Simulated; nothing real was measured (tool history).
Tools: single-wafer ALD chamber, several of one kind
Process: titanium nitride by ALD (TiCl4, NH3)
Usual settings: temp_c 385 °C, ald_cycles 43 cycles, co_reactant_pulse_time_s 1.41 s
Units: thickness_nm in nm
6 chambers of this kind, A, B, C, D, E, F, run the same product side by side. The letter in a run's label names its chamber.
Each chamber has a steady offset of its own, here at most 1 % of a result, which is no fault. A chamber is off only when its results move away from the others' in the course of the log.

run	day	temp_c	ald_cycles	co_reactant_pulse_time_s	read-back reference wafer on the same gauge, thickness_nm	thickness_nm
# day 0.225: chamber A: thermocouple changed; heater temperature recalibrated
1F	0.412	385	43	1.41	0.93281	0.92088
2D	1.012	385	43	1.41	0.93281	0.92245
3C	1.575	385	43	1.41	0.93264	0.91858
4B	1.921	385	43	1.41	0.93253	0.91617
5A	2.250	385	43	1.41	0.93228	0.92047
6E	2.529	385	43	1.41	0.93241	0.91267
7D	2.812	385	43	1.41	0.93223	0.92172
8C	3.225	385	43	1.41	0.93215	0.91805
9E	3.754	385	43	1.41	0.93208	0.90991
10F	4.033	385	43	1.41	0.93180	0.91840
11B	4.408	385	43	1.41	0.93180	0.91977
12A	5.012	385	43	1.41	0.93120	0.92347
13E	5.617	385	43	1.41	0.93144	0.90634
14D	6.188	385	43	1.41	0.93098	0.91948
15B	6.792	385	43	1.41	0.93107	0.91763
16C	7.375	385	43	1.41	0.93069	0.91479
17A	7.738	393	43	1.41	0.93103	0.92967
18F	8.283	393	43	1.41	0.93080	0.92599
19D	8.638	393	43	1.41	0.93045	0.92947
20E	9.000	393	43	1.41	0.93028	0.91806
# day 9.183: chamber E: thermocouple changed; heater temperature recalibrated
21F	9.412	393	43	1.41	0.93004	0.92778
22B	9.929	393	43	1.41	0.93006	0.92729
23A	10.400	385	43	1.41	0.92961	0.92039
24C	10.846	385	43	1.41	0.92997	0.91548
25E	11.192	385	43	1.41	0.92995	0.90875
26C	11.496	385	43	1.41	0.92975	0.91597
27B	11.800	385	43	1.41	0.92976	0.91459
28D	12.112	385	43	1.41	0.92953	0.91819
29F	12.538	385	43	1.41	0.92938	0.91668
30A	12.833	379	43	1.41	0.92939	0.91054
31D	13.442	379	43	1.41	0.92924	0.90817
32E	13.796	379	43	1.41	0.92896	0.89950
33A	14.254	379	43	1.41	0.92878	0.91038
34B	14.788	379	43	1.41	0.92863	0.90716
35C	15.300	379	43	1.41	0.92850	0.90597
36F	15.867	385	43	1.41	0.92808	0.91581
37F	16.250	385	43	1.41	0.92834	0.91517
38B	16.838	385	43	1.41	0.92800	0.91830
39D	17.312	385	43	1.41	0.92781	0.91550
40A	17.933	385	43	1.41	0.92813	0.91953
41C	18.304	385	43	1.41	0.92766	0.91292
42E	18.612	385	43	1.41	0.92752	0.91014

Is one chamber off against the others, does the gauge drift, or is nothing wrong? If a chamber is off, say which, and what the likeliest cause is.

The gauge drifts, so all chambers seem to drift together. No chamber is off.
Cause: gauge reads low (%) = 0.587.
